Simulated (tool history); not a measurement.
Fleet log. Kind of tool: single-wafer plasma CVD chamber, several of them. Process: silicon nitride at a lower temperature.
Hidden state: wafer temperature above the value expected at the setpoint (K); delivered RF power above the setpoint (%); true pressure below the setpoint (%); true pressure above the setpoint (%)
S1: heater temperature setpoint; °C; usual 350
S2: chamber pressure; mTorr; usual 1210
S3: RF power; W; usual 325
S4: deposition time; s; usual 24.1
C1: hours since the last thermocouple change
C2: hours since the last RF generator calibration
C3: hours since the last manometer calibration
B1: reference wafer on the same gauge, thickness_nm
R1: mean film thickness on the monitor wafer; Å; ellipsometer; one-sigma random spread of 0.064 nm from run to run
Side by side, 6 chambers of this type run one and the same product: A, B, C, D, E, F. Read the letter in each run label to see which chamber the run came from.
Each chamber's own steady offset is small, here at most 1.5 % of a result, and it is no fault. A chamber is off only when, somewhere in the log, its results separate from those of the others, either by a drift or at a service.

run 1B hour=5 | S1=350 S2=1210 S3=325 S4=24.1 | C1=1264.9 C2=1040.4 C3=469 | B1=29.494 | R1=278.74
run 2F hour=9.6 | S1=350 S2=1210 S3=325 S4=24.1 | C1=1501.4 C2=9.7 C3=2689.1 | B1=29.515 | R1=273.13
run 3D hour=15.7 | S1=350 S2=1210 S3=325 S4=24.1 | C1=523.3 C2=363.4 C3=464.1 | B1=29.486 | R1=276.25
run 4C hour=23.7 | S1=350 S2=1210 S3=325 S4=24.1 | C1=1987.6 C2=1479.8 C3=298.6 | B1=29.501 | R1=272.93
-- hour=27.4 chamber B: RF generator calibrated
run 5A hour=28.3 | S1=350 S2=1210 S3=325 S4=24.1 | C1=2730.3 C2=1207.6 C3=932.6 | B1=29.489 | R1=272.07
run 6E hour=32.8 | S1=350 S2=1210 S3=325 S4=24.1 | C1=1185.4 C2=919.8 C3=1354 | B1=29.496 | R1=272.58
run 7F hour=38 | S1=350 S2=1210 S3=325 S4=24.1 | C1=1529.8 C2=38.1 C3=2717.5 | B1=29.512 | R1=273.46
run 8C hour=45.9 | S1=350 S2=1210 S3=325 S4=24.1 | C1=2009.8 C2=1502 C3=320.8 | B1=29.483 | R1=272.71
run 9E hour=52.2 | S1=350 S2=1210 S3=325 S4=24.1 | C1=1204.8 C2=939.2 C3=1373.4 | B1=29.51 | R1=272.52
run 10B hour=56.3 | S1=364 S2=1210 S3=325 S4=20.9 | C1=1316.2 C2=29 C3=520.3 | B1=29.499 | R1=240.28
run 11A hour=62 | S1=364 S2=1210 S3=325 S4=20.9 | C1=2764 C2=1241.3 C3=966.3 | B1=29.485 | R1=234.5
run 12D hour=66.6 | S1=364 S2=1210 S3=325 S4=20.9 | C1=574.2 C2=414.3 C3=515 | B1=29.513 | R1=237.99
run 13E hour=74.3 | S1=364 S2=1210 S3=325 S4=20.9 | C1=1226.9 C2=961.3 C3=1395.5 | B1=29.491 | R1=236.45
run 14B hour=78.4 | S1=364 S2=1210 S3=325 S4=20.9 | C1=1338.3 C2=51.1 C3=542.4 | B1=29.51 | R1=239.49
run 15F hour=85.9 | S1=364 S2=1210 S3=325 S4=20.9 | C1=1577.7 C2=86 C3=2765.4 | B1=29.497 | R1=236.68
run 16D hour=93.6 | S1=350 S2=1210 S3=325 S4=24.1 | C1=601.2 C2=441.3 C3=542 | B1=29.49 | R1=274.88
run 17A hour=101.4 | S1=350 S2=1210 S3=325 S4=26.6 | C1=2803.4 C2=1280.7 C3=1005.7 | B1=29.489 | R1=300.63
-- hour=101.7 chamber A: capacitance manometer re-zeroed and calibrated
run 18C hour=107.8 | S1=350 S2=1210 S3=325 S4=26.6 | C1=2071.7 C2=1563.9 C3=382.7 | B1=29.502 | R1=302.18
run 19E hour=114.6 | S1=350 S2=1210 S3=325 S4=26.6 | C1=1267.2 C2=1001.6 C3=1435.8 | B1=29.482 | R1=301.68
run 20C hour=121.2 | S1=350 S2=1210 S3=325 S4=26.6 | C1=2085.1 C2=1577.3 C3=396.1 | B1=29.496 | R1=302.63
run 21F hour=126.4 | S1=350 S2=1210 S3=325 S4=26.6 | C1=1618.2 C2=126.5 C3=2805.9 | B1=29.511 | R1=303.05
run 22B hour=130.7 | S1=350 S2=1210 S3=325 S4=26.6 | C1=1390.6 C2=103.4 C3=594.7 | B1=29.51 | R1=307.82
run 23A hour=138.3 | S1=350 S2=1210 S3=325 S4=24.1 | C1=2840.3 C2=1317.6 C3=36.6 | B1=29.504 | R1=266.28
run 24D hour=143.9 | S1=350 S2=1210 S3=325 S4=24.1 | C1=651.5 C2=491.6 C3=592.3 | B1=29.5 | R1=274.55
run 25F hour=151.5 | S1=350 S2=1210 S3=325 S4=24.1 | C1=1643.3 C2=151.6 C3=2831 | B1=29.5 | R1=275.36
-- hour=153.4 chamber E: RF generator calibrated
run 26A hour=155.5 | S1=350 S2=1210 S3=325 S4=24.1 | C1=2857.5 C2=1334.8 C3=53.8 | B1=29.522 | R1=265.86
run 27B hour=160.5 | S1=350 S2=1210 S3=325 S4=24.1 | C1=1420.4 C2=133.2 C3=624.5 | B1=29.516 | R1=279.65
run 28E hour=165.9 | S1=350 S2=1210 S3=325 S4=24.1 | C1=1318.5 C2=12.5 C3=1487.1 | B1=29.506 | R1=272.8
run 29D hour=173.6 | S1=350 S2=1210 S3=325 S4=24.1 | C1=681.2 C2=521.3 C3=622 | B1=29.484 | R1=276.42
run 30C hour=179.6 | S1=350 S2=1210 S3=325 S4=24.1 | C1=2143.5 C2=1635.7 C3=454.5 | B1=29.495 | R1=273.82
-- hour=181.2 chamber A: thermocouple changed; heater temperature recalibrated
run 31A hour=184.1 | S1=350 S2=1210 S3=325 S4=24.1 | C1=2.9 C2=1363.4 C3=82.4 | B1=29.519 | R1=265.77
run 32E hour=189.9 | S1=361 S2=1210 S3=325 S4=24.1 | C1=1342.5 C2=36.5 C3=1511.1 | B1=29.504 | R1=272.27
-- hour=194.5 chamber F: capacitance manometer re-zeroed and calibrated
run 33F hour=197.9 | S1=361 S2=1210 S3=325 S4=24.1 | C1=1689.7 C2=198 C3=3.4 | B1=29.511 | R1=274.69
run 34D hour=205.5 | S1=361 S2=1210 S3=325 S4=24.1 | C1=713.1 C2=553.2 C3=653.9 | B1=29.513 | R1=273.7
run 35C hour=211.1 | S1=361 S2=1210 S3=325 S4=24.1 | C1=2175 C2=1667.2 C3=486 | B1=29.508 | R1=272.79
run 36B hour=215.6 | S1=361 S2=1210 S3=325 S4=24.1 | C1=1475.5 C2=188.3 C3=679.6 | B1=29.51 | R1=277.54
run 37C hour=221.8 | S1=361 S2=1210 S3=325 S4=24.1 | C1=2185.7 C2=1677.9 C3=496.7 | B1=29.493 | R1=272.35
run 38D hour=229.4 | S1=350 S2=1210 S3=325 S4=24.1 | C1=737 C2=577.1 C3=677.8 | B1=29.513 | R1=274.85
run 39B hour=235.8 | S1=350 S2=1210 S3=325 S4=24.1 | C1=1495.7 C2=208.5 C3=699.8 | B1=29.508 | R1=278.74
run 40A hour=239.4 | S1=350 S2=1210 S3=325 S4=24.1 | C1=58.2 C2=1418.7 C3=137.7 | B1=29.5 | R1=266.33

Read the log: is a single chamber off, either drifting away or since a service, is the gauge that measures every chamber drifting, or is nothing wrong beyond small per-chamber offsets? Name any odd chamber and what most likely caused it.

After it was serviced, chamber A no longer matches the other chambers.
Likeliest cause: true pressure below the setpoint (%) = 7.12.

Here are 4 candidates for chamber A's next run, each the usual settings with a change, their results left as question marks. Which one brings its results back in line with what the others give on the usual settings?
Allowed miss from the other chambers' usual-settings mean, per result, to count as in line: R1 2.2 Å
run 41A-1 hour=245.1 | S1=350 S2=1210 S3=340 S4=24.1 | R1=?
run 41A-2 hour=245.1 | S1=350 S2=1200 S3=320 S4=23.6 | R1=?
run 41A-3 hour=245.1 | S1=350 S2=1220 S3=325 S4=24.3 | R1=?
run 41A-4 hour=245.1 | S1=350 S2=1210 S3=325 S4=23.9 | R1=?

Other chambers, usual settings, mean: R1 275.11 Å
run=41A-1 R1=274.5
run=41A-2 R1=257.61
run=41A-3 R1=269.39
run=41A-4 R1=264.29
41A-1 brings the chamber back in line.

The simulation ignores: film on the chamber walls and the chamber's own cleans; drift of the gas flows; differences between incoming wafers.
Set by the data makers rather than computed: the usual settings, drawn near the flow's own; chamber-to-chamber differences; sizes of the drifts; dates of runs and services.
